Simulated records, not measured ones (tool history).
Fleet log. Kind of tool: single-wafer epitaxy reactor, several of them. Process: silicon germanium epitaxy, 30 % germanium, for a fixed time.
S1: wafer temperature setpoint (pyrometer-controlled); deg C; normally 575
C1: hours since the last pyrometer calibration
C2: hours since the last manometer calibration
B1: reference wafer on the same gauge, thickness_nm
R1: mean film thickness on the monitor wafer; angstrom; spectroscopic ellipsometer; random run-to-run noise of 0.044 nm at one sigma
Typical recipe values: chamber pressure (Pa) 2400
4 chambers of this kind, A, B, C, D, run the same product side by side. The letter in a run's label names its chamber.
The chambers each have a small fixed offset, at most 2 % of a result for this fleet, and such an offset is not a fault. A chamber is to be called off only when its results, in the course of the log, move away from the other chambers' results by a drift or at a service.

run 1C day=0.517 | S1=575 chamber_pressure_(Pa)=2400 | C1=756.4 C2=2326.2 | B1=36.703 | R1=355.05
run 2B day=0.833 | S1=575 chamber_pressure_(Pa)=2400 | C1=1649.3 C2=662.4 | B1=36.716 | R1=351.76
run 3D day=1.150 | S1=575 chamber_pressure_(Pa)=2400 | C1=1042.0 C2=109.4 | B1=36.713 | R1=360.92
run 4A day=1.650 | S1=575 chamber_pressure_(Pa)=2400 | C1=423.9 C2=1825.7 | B1=36.739 | R1=356.11
run 5D day=2.154 | S1=564 chamber_pressure_(Pa)=1920 | C1=1066.1 C2=133.5 | B1=36.720 | R1=265.33
run 6B day=2.642 | S1=564 chamber_pressure_(Pa)=1920 | C1=1692.7 C2=705.8 | B1=36.729 | R1=258.27
run 7C day=3.225 | S1=564 chamber_pressure_(Pa)=1920 | C1=821.4 C2=2391.2 | B1=36.733 | R1=262.38
run 8A day=3.658 | S1=564 chamber_pressure_(Pa)=1920 | C1=472.1 C2=1873.9 | B1=36.743 | R1=263.42
run 9B day=4.125 | S1=575 chamber_pressure_(Pa)=2400 | C1=1728.3 C2=741.4 | B1=36.753 | R1=352.12
run 10C day=4.642 | S1=588 chamber_pressure_(Pa)=2693 | C1=855.4 C2=2425.2 | B1=36.754 | R1=477.41
run 11A day=5.192 | S1=588 chamber_pressure_(Pa)=2693 | C1=508.9 C2=1910.7 | B1=36.759 | R1=476.32
run 12D day=5.771 | S1=588 chamber_pressure_(Pa)=2693 | C1=1152.9 C2=220.3 | B1=36.769 | R1=483.85
run 13D day=6.346 | S1=588 chamber_pressure_(Pa)=2693 | C1=1166.7 C2=234.1 | B1=36.773 | R1=483.50
run 14A day=6.662 | S1=575 chamber_pressure_(Pa)=2400 | C1=544.2 C2=1946.0 | B1=36.781 | R1=357.42
run 15B day=7.046 | S1=581 chamber_pressure_(Pa)=2893 | C1=1798.4 C2=811.5 | B1=36.781 | R1=426.76
run 16C day=7.417 | S1=581 chamber_pressure_(Pa)=2893 | C1=922.0 C2=2491.8 | B1=36.780 | R1=429.94
run 17A day=7.733 | S1=581 chamber_pressure_(Pa)=2893 | C1=569.9 C2=1971.7 | B1=36.783 | R1=430.04
-- day=8.217 chamber D: pyrometer calibrated
run 18D day=8.238 | S1=581 chamber_pressure_(Pa)=2893 | C1=0.5 C2=279.5 | B1=36.811 | R1=436.53
run 19C day=8.604 | S1=575 chamber_pressure_(Pa)=2400 | C1=950.5 C2=2520.3 | B1=36.795 | R1=355.94
run 20B day=9.171 | S1=575 chamber_pressure_(Pa)=2400 | C1=1849.4 C2=862.5 | B1=36.799 | R1=352.20
run 21B day=9.450 | S1=575 chamber_pressure_(Pa)=2400 | C1=1856.1 C2=869.2 | B1=36.822 | R1=352.33
run 22D day=10.021 | S1=575 chamber_pressure_(Pa)=2400 | C1=43.3 C2=322.3 | B1=36.810 | R1=361.51
run 23C day=10.567 | S1=575 chamber_pressure_(Pa)=2400 | C1=997.6 C2=2567.4 | B1=36.819 | R1=356.03
run 24A day=11.088 | S1=575 chamber_pressure_(Pa)=2400 | C1=650.4 C2=2052.2 | B1=36.827 | R1=356.80
run 25D day=11.550 | S1=575 chamber_pressure_(Pa)=2400 | C1=80.0 C2=359.0 | B1=36.828 | R1=361.22
run 26B day=12.100 | S1=575 chamber_pressure_(Pa)=2400 | C1=1919.7 C2=932.8 | B1=36.828 | R1=352.93
run 27C day=12.446 | S1=575 chamber_pressure_(Pa)=2400 | C1=1042.7 C2=2612.5 | B1=36.840 | R1=356.78
run 28A day=12.721 | S1=575 chamber_pressure_(Pa)=2400 | C1=689.6 C2=2091.4 | B1=36.842 | R1=357.65
-- day=12.725 chamber C: capacitance manometer re-zeroed and calibrated
run 29A day=12.996 | S1=583 chamber_pressure_(Pa)=2400 | C1=696.2 C2=2098.0 | B1=36.840 | R1=415.92
run 30D day=13.425 | S1=583 chamber_pressure_(Pa)=2400 | C1=125.0 C2=404.0 | B1=36.852 | R1=421.61
run 31B day=13.879 | S1=583 chamber_pressure_(Pa)=2400 | C1=1962.4 C2=975.5 | B1=36.853 | R1=412.05
run 32C day=14.129 | S1=583 chamber_pressure_(Pa)=2400 | C1=1083.1 C2=33.8 | B1=36.853 | R1=416.16
run 33A day=14.638 | S1=583 chamber_pressure_(Pa)=2400 | C1=735.6 C2=2137.4 | B1=36.871 | R1=416.50
run 34B day=15.050 | S1=583 chamber_pressure_(Pa)=2400 | C1=1990.5 C2=1003.6 | B1=36.877 | R1=412.28
run 35C day=15.317 | S1=583 chamber_pressure_(Pa)=2400 | C1=1111.6 C2=62.3 | B1=36.879 | R1=415.80
run 36D day=15.738 | S1=583 chamber_pressure_(Pa)=2400 | C1=180.5 C2=459.5 | B1=36.880 | R1=421.48

For the next run the whole fleet of 4 chambers uses the same settings. Give each chamber's results:
run 37A day=16.154 | S1=575 chamber_pressure_(Pa)=2400 | R1=?
run 37B day=16.154 | S1=575 chamber_pressure_(Pa)=2400 | R1=?
run 37C day=16.154 | S1=575 chamber_pressure_(Pa)=2400 | R1=?
run 37D day=16.154 | S1=575 chamber_pressure_(Pa)=2400 | R1=?

run=37A R1=357.92
run=37B R1=352.97
run=37C R1=356.87
run=37D R1=361.90
